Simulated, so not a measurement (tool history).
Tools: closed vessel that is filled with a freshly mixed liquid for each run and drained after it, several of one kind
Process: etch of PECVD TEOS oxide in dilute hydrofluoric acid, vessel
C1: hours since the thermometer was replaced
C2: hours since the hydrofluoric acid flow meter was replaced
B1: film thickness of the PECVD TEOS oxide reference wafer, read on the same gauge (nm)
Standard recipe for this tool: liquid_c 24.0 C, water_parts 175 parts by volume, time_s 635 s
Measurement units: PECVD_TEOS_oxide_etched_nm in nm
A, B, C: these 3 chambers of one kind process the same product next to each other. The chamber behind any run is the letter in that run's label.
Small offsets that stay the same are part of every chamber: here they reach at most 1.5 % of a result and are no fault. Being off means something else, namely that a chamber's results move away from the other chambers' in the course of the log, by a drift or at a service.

Run 1A, hour 3.9: usual settings; C1 286.9; C2 425.5; B1 69.968. Result: PECVD_TEOS_oxide_etched_nm 35.474 nm.
Run 2C, hour 8.2: usual settings; C1 615.4; C2 277.1; B1 70.063. Result: PECVD_TEOS_oxide_etched_nm 35.512 nm.
Run 3B, hour 13.0: usual settings; C1 297.4; C2 518.2; B1 69.983. Result: PECVD_TEOS_oxide_etched_nm 36.042 nm.
Run 4C, hour 16.4: usual settings; C1 623.6; C2 285.3; B1 69.977. Result: PECVD_TEOS_oxide_etched_nm 35.308 nm.
Run 5B, hour 21.8: usual settings but liquid_c 28.0 C, time_s 825 s; C1 306.2; C2 527.0; B1 70.019. Result: PECVD_TEOS_oxide_etched_nm 53.975 nm.
Run 6A, hour 25.0: usual settings but liquid_c 28.0 C, time_s 825 s; C1 308.0; C2 446.6; B1 70.012. Result: PECVD_TEOS_oxide_etched_nm 53.437 nm.
Run 7A, hour 27.6: usual settings but liquid_c 28.0 C, time_s 825 s; C1 310.6; C2 449.2; B1 70.023. Result: PECVD_TEOS_oxide_etched_nm 53.556 nm.
Run 8C, hour 32.6: usual settings; C1 639.8; C2 301.5; B1 69.985. Result: PECVD_TEOS_oxide_etched_nm 35.442 nm.
Run 9B, hour 37.9: usual settings; C1 322.3; C2 543.1; B1 69.978. Result: PECVD_TEOS_oxide_etched_nm 35.796 nm.
Run 10C, hour 42.1: usual settings but water_parts 120 parts by volume, time_s 360 s; C1 649.3; C2 311.0; B1 69.994. Result: PECVD_TEOS_oxide_etched_nm 31.157 nm.
Run 11B, hour 47.9: usual settings but water_parts 120 parts by volume, time_s 360 s; C1 332.3; C2 553.1; B1 69.963. Result: PECVD_TEOS_oxide_etched_nm 31.385 nm.
Run 12A, hour 53.6: usual settings but water_parts 120 parts by volume, time_s 360 s; C1 336.6; C2 475.2; B1 69.989. Result: PECVD_TEOS_oxide_etched_nm 31.096 nm.
Run 13C, hour 59.4: usual settings; C1 666.6; C2 328.3; B1 69.995. Result: PECVD_TEOS_oxide_etched_nm 35.535 nm.
Run 14B, hour 64.2: usual settings; C1 348.6; C2 569.4; B1 70.016. Result: PECVD_TEOS_oxide_etched_nm 35.317 nm.
Run 15A, hour 69.0: usual settings; C1 352.0; C2 490.6; B1 69.981. Result: PECVD_TEOS_oxide_etched_nm 35.576 nm.
Run 16B, hour 71.9: usual settings; C1 356.3; C2 577.1; B1 70.007. Result: PECVD_TEOS_oxide_etched_nm 35.102 nm.
Run 17A, hour 76.1: usual settings; C1 359.1; C2 497.7; B1 69.945. Result: PECVD_TEOS_oxide_etched_nm 35.599 nm.
At hour 79.3: chamber A: hydrofluoric acid flow meter replaced.
Run 18C, hour 79.5: usual settings; C1 686.7; C2 348.4; B1 70.042. Result: PECVD_TEOS_oxide_etched_nm 35.632 nm.
Run 19C, hour 84.3: usual settings; C1 691.5; C2 353.2; B1 70.013. Result: PECVD_TEOS_oxide_etched_nm 35.586 nm.
Run 20B, hour 89.9: usual settings but liquid_c 20.0 C, water_parts 120 parts by volume; C1 374.3; C2 595.1; B1 70.013. Result: PECVD_TEOS_oxide_etched_nm 46.301 nm.
Run 21A, hour 93.4: usual settings but liquid_c 20.0 C, water_parts 120 parts by volume; C1 376.4; C2 14.1; B1 70.003. Result: PECVD_TEOS_oxide_etched_nm 46.490 nm.
Run 22B, hour 99.1: usual settings but liquid_c 20.0 C, water_parts 120 parts by volume; C1 383.5; C2 604.3; B1 70.032. Result: PECVD_TEOS_oxide_etched_nm 45.947 nm.
Run 23A, hour 103.5: usual settings; C1 386.5; C2 24.2; B1 69.997. Result: PECVD_TEOS_oxide_etched_nm 35.766 nm.
Run 24C, hour 108.3: usual settings; C1 715.5; C2 377.2; B1 69.963. Result: PECVD_TEOS_oxide_etched_nm 35.526 nm.
At hour 111.9: chamber B: hydrofluoric acid flow meter replaced.
Run 25C, hour 113.6: usual settings; C1 720.8; C2 382.5; B1 69.950. Result: PECVD_TEOS_oxide_etched_nm 35.406 nm.
Run 26B, hour 116.4: usual settings; C1 400.8; C2 4.6; B1 69.973. Result: PECVD_TEOS_oxide_etched_nm 34.458 nm.
Run 27A, hour 121.7: usual settings; C1 404.7; C2 42.4; B1 70.024. Result: PECVD_TEOS_oxide_etched_nm 35.453 nm.
Run 28B, hour 126.0: usual settings; C1 410.4; C2 14.2; B1 69.992. Result: PECVD_TEOS_oxide_etched_nm 33.833 nm.
Run 29C, hour 129.2: usual settings but liquid_c 22.5 C, water_parts 115 parts by volume; C1 736.4; C2 398.1; B1 69.996. Result: PECVD_TEOS_oxide_etched_nm 54.785 nm.
Run 30A, hour 134.1: usual settings but liquid_c 22.5 C, water_parts 115 parts by volume; C1 417.1; C2 54.8; B1 69.973. Result: PECVD_TEOS_oxide_etched_nm 54.221 nm.

Each of the 3 chambers runs these same settings next. Fill in every chamber's results:
Run 31A, hour 138.3: usual settings but water_parts 235 parts by volume. Result: PECVD_TEOS_oxide_etched_nm ?.
Run 31B, hour 138.3: usual settings but water_parts 235 parts by volume. Result: PECVD_TEOS_oxide_etched_nm ?.
Run 31C, hour 138.3: usual settings but water_parts 235 parts by volume. Result: PECVD_TEOS_oxide_etched_nm ?.

run  PECVD_TEOS_oxide_etched_nm
31A                      25.004
31B                      23.753
31C                      25.005

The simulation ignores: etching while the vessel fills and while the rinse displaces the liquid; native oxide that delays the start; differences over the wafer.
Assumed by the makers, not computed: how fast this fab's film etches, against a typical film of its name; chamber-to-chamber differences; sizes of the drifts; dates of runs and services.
